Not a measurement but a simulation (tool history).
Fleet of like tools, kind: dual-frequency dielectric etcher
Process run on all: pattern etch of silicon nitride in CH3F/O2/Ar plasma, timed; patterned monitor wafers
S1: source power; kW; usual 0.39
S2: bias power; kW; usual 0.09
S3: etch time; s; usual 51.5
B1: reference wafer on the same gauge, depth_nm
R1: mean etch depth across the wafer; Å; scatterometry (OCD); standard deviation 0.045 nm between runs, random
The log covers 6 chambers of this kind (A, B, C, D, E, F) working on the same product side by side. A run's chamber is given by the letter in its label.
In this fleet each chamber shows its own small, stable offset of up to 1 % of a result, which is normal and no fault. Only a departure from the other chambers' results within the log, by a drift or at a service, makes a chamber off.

run,hour,S1,S2,S3,B1,R1
1B,3.5,0.39,0.09,51.5,33.095,383.3
2E,5.7,0.39,0.09,51.5,33.11,386.83
3C,8.2,0.39,0.09,51.5,33.104,385.4
4A,11.9,0.39,0.09,51.5,33.108,384.51
5D,14.8,0.39,0.09,51.5,33.12,383.37
6F,19.2,0.39,0.09,51.5,33.115,385.58
7C,23.1,0.39,0.09,51.5,33.127,386.94
8B,27.1,0.39,0.09,51.5,33.131,384.43
9E,31.5,0.39,0.09,51.5,33.143,386.97
10D,34.4,0.39,0.09,51.5,33.145,383.7
11A,36.4,0.39,0.09,51.5,33.144,384.98
12F,38.4,0.39,0.09,51.5,33.142,385.21
13E,42.1,0.39,0.076,51.5,33.141,364.95
14F,46.4,0.39,0.076,51.5,33.154,363.85
15C,50.9,0.39,0.076,51.5,33.153,363.52
16D,54.5,0.39,0.076,51.5,33.147,361.79
17A,58.3,0.39,0.076,51.5,33.159,363.58
18B,61.5,0.39,0.076,51.5,33.157,361.37
19B,65.9,0.39,0.09,51.5,33.171,384.22
20E,68.4,0.39,0.09,51.5,33.171,387.81
21A,72.9,0.39,0.09,51.5,33.177,386.8
22C,76.3,0.39,0.09,44,33.186,329.95
23F,79.1,0.39,0.09,44,33.186,329.79
24D,82.3,0.39,0.09,44,33.195,329.36
25A,86.2,0.39,0.09,44,33.195,329.57
26C,88.7,0.39,0.09,44,33.196,330.75
27E,91.8,0.39,0.09,44,33.197,330.92
28F,95,0.39,0.09,51.5,33.212,386.01
29D,97.7,0.39,0.09,51.5,33.211,385.27
30B,100.5,0.39,0.09,51.5,33.21,384.37
31F,104.6,0.39,0.09,51.5,33.221,386.65
32D,107.1,0.39,0.09,51.5,33.223,385.69
33C,111.3,0.39,0.09,51.5,33.23,387.26
34E,114.1,0.39,0.09,51.5,33.227,388.13
35A,117.6,0.39,0.069,44,33.222,301.35
36B,120,0.39,0.069,44,33.228,299.92
37D,123.8,0.39,0.069,44,33.246,300.12
38A,127.8,0.39,0.069,44,33.24,301.45
39F,131.2,0.39,0.069,44,33.24,301.87
40B,135.7,0.39,0.069,44,33.255,299.7
41C,138,0.39,0.09,51.5,33.257,387.2
42E,140.2,0.39,0.09,51.5,33.257,388.06

Decide between three cases: one chamber stands off from its peers, the gauge reading all wafers drifts, or nothing is wrong past each chamber's small offset. Where a chamber is off, say which and what most likely put it there.

It is the gauge, not a chamber: its drift shows up in every chamber's results at once, and no chamber is off.
Likeliest cause: gauge reads high (%) = 0.481.
